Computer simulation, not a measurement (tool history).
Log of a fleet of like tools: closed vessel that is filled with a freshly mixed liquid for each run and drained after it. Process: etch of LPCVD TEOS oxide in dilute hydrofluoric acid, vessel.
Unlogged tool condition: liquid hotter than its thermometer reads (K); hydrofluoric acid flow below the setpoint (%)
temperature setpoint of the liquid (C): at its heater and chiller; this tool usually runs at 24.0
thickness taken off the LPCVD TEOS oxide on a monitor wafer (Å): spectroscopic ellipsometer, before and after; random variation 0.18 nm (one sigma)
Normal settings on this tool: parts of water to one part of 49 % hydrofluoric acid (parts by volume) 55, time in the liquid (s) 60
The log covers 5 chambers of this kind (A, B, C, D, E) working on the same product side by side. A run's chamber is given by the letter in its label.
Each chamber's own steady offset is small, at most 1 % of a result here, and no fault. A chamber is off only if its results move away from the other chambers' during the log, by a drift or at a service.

run	hour	temperature setpoint of the liquid (C)	parts of water to one part of 49 % hydrofluoric acid (parts by volume)	time in the liquid (s)	hours since the thermometer was replaced	hours since the hydrofluoric acid flow meter was replaced	read-back film thickness of the LPCVD TEOS oxide reference wafer, read on the same gauge (nm)	thickness taken off the LPCVD TEOS oxide on a monitor wafer (Å)
1C	8.9	24.0	55	60	87.1	777.2	110.04	239.080
2A	18.8	24.0	55	60	131.9	2120.7	110.00	231.600
3E	29.0	24.0	55	60	490.7	845.5	110.03	233.110
4B	39.3	24.0	55	60	509.9	372.7	109.98	236.810
5D	50.1	24.0	55	60	522.5	372.9	109.99	235.980
6E	61.0	24.0	55	60	522.7	877.5	109.96	229.100
7A	69.7	24.0	55	60	182.8	2171.6	109.98	233.970
8D	74.8	24.0	55	60	547.2	397.6	110.02	240.120
9C	83.4	24.0	55	60	161.6	851.7	109.98	236.290
10B	89.7	24.0	70	60	560.3	423.1	109.96	183.970
11B	100.6	24.0	70	60	571.2	434.0	110.03	181.590
12E	109.5	24.0	70	60	571.2	926.0	109.99	177.970
13C	117.7	24.0	70	60	195.9	886.0	110.01	182.740
14D	128.0	24.0	70	60	600.4	450.8	109.98	182.190
15A	136.6	24.0	55	60	249.7	2238.5	110.00	234.570
16B	142.0	24.0	55	40	612.6	475.4	109.99	157.230
17D	149.0	24.0	55	40	621.4	471.8	109.99	156.720
18E	158.5	24.0	55	40	620.2	975.0	110.02	157.350
19C	169.7	24.0	55	40	247.9	938.0	110.00	158.760
20A	179.6	24.0	55	40	292.7	2281.5	110.04	155.140
21D	190.7	27.5	65	60	663.1	513.5	109.95	226.660
22E	196.0	27.5	65	60	657.7	1012.5	110.01	225.450
23C	201.4	27.5	65	60	279.6	969.7	110.01	226.760
24A	210.1	27.5	65	60	323.2	2312.0	110.02	227.440
25B	220.2	27.5	65	60	690.8	553.6	109.99	228.090
26D	225.7	24.0	55	60	698.1	548.5	109.98	237.800
27A	235.3	24.0	75	35	348.4	2337.2	109.96	97.340
28C	244.9	24.0	75	35	323.1	1013.2	109.99	99.045
29E	252.2	24.0	75	35	713.9	1068.7	109.99	98.730
30B	263.0	24.0	75	35	733.6	596.4	110.01	99.496
31E	268.2	24.0	75	35	729.9	1084.7	109.98	97.346
32A	277.2	24.0	55	60	390.3	2379.1	110.01	232.920
33D	284.4	24.0	55	60	756.8	607.2	109.99	236.710
34C	292.2	24.0	55	60	370.4	1060.5	110.03	237.130

Predict what each chamber gives when all 5 of them run the settings below next.
35A	300.4	20.0	55	60				?
35B	300.4	20.0	55	60				?
35C	300.4	20.0	55	60				?
35D	300.4	20.0	55	60				?
35E	300.4	20.0	55	60				?

run	thickness taken off the LPCVD TEOS oxide on a monitor wafer (Å)
35A	199.470
35B	199.240
35C	202.300
35D	198.060
35E	198.450

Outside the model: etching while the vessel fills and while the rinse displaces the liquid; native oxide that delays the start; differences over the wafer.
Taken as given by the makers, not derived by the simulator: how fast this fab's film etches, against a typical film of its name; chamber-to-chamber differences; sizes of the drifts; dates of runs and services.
